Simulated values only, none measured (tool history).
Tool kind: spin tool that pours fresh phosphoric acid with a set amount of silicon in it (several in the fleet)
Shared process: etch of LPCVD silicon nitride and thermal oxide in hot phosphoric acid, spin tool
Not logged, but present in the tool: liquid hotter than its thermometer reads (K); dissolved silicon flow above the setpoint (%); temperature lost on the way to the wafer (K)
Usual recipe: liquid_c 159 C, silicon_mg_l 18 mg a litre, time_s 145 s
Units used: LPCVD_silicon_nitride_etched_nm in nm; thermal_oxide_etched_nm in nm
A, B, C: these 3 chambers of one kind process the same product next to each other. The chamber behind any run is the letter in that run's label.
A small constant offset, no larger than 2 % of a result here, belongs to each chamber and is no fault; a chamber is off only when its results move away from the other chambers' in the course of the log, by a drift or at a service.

run	day	liquid_c	silicon_mg_l	time_s	hours since the thermometer was replaced	hours since the dissolved silicon flow meter was replaced	hours since the heated supply line was repaired	read-back film thickness of the LPCVD silicon nitride reference wafer, read on the same gauge (nm)	read-back film thickness of the thermal oxide reference wafer, read on the same gauge (nm)	LPCVD_silicon_nitride_etched_nm	thermal_oxide_etched_nm
1B	0.512	159	18	145	926.6	639.3	1214.9	120.01	40.007	12.107	0.23593
2C	0.817	159	18	145	124.8	1735.2	367.3	119.98	40.003	11.87	0.21777
3A	1.146	159	18	145	387.5	561	2102.6	120	40.008	12.017	0.27526
4A	1.629	159	18	145	399.1	572.6	2114.2	119.97	40.001	12.108	0.19425
5C	1.9	159	18	145	150.8	1761.2	393.3	119.99	39.983	11.996	0.23067
6B	2.383	159	18	145	971.5	684.2	1259.8	120.03	39.982	12.062	0.28229
7B	2.708	159	18	145	979.3	692	1267.6	119.99	40.003	12.208	0.18906
8A	3.008	159	18	145	432.2	605.7	2147.3	119.97	40.011	12.132	0.24575
9C	3.246	159	18	145	183.1	1793.5	425.6	120.01	39.993	11.894	0.23384
10B	3.746	159	18	145	1004.2	716.9	1292.5	120	39.99	12.029	0.27096
11A	4.054	159	18	145	457.3	630.8	2172.4	119.99	40.016	12.272	0.26565
# day 4.112: chamber B: dissolved silicon flow meter replaced
12C	4.554	160	27.5	145	214.5	1824.9	457	120	39.989	12.466	0.17471
13A	4.921	160	27.5	145	478.1	651.6	2193.2	119.97	39.999	12.708	0.13164
14C	5.221	160	27.5	145	230.5	1840.9	473	120.01	39.982	12.297	0.17141
15B	5.512	159	18	145	1046.6	33.7	1334.9	120	40.014	12.111	0.33006
16C	5.771	159	23	120	243.7	1854.1	486.2	119.97	40.003	10.015	0.19239
17A	6.071	159	23	120	505.7	679.2	2220.8	120.01	40.019	10.223	0.19083
18B	6.5	159	23	120	1070.3	57.4	1358.6	120.02	39.999	10.026	0.17737
19B	7.012	159	18	145	1082.6	69.7	1370.9	120.01	40.001	12.098	0.27751
20A	7.367	159	18	145	536.8	710.3	2251.9	119.98	40.028	12.548	0.22161
21C	7.808	159	24.5	145	292.6	1903	535.1	119.99	39.987	11.987	0.18112
22C	8.292	159	24.5	145	304.2	1914.6	546.7	120.02	39.995	11.962	0.20426
23A	8.712	159	24.5	145	569.1	742.6	2284.2	119.98	39.999	12.64	0.15642
24B	9.142	159	18	145	1133.7	120.8	1422	120	39.993	12.152	0.21867
25B	9.4	159	18	145	1139.9	127	1428.2	120.02	39.974	12.115	0.31869
26C	9.938	159	18	145	343.7	1954.1	586.2	120.02	40	12.053	0.20239
27A	10.188	159	10.5	75	604.5	778	2319.6	120.03	40.003	6.6202	0.1539
28A	10.579	159	10.5	75	613.9	787.4	2329	119.99	40.015	6.5841	0.14788
29B	10.842	159	10.5	75	1174.5	161.6	1462.8	119.98	39.995	6.2908	0.16053
30C	11.208	159	18	145	374.2	1984.6	616.7	119.99	40.008	11.982	0.27264

Next, all 3 chambers run the settings below, one line each with question marks for the results. What does each chamber give?
31A	11.596	159	18	145						?	?
31B	11.596	159	18	145						?	?
31C	11.596	159	18	145						?	?

run	LPCVD_silicon_nitride_etched_nm	thermal_oxide_etched_nm
31A	12.835	0.25966
31B	12.008	0.2457
31C	11.984	0.24413
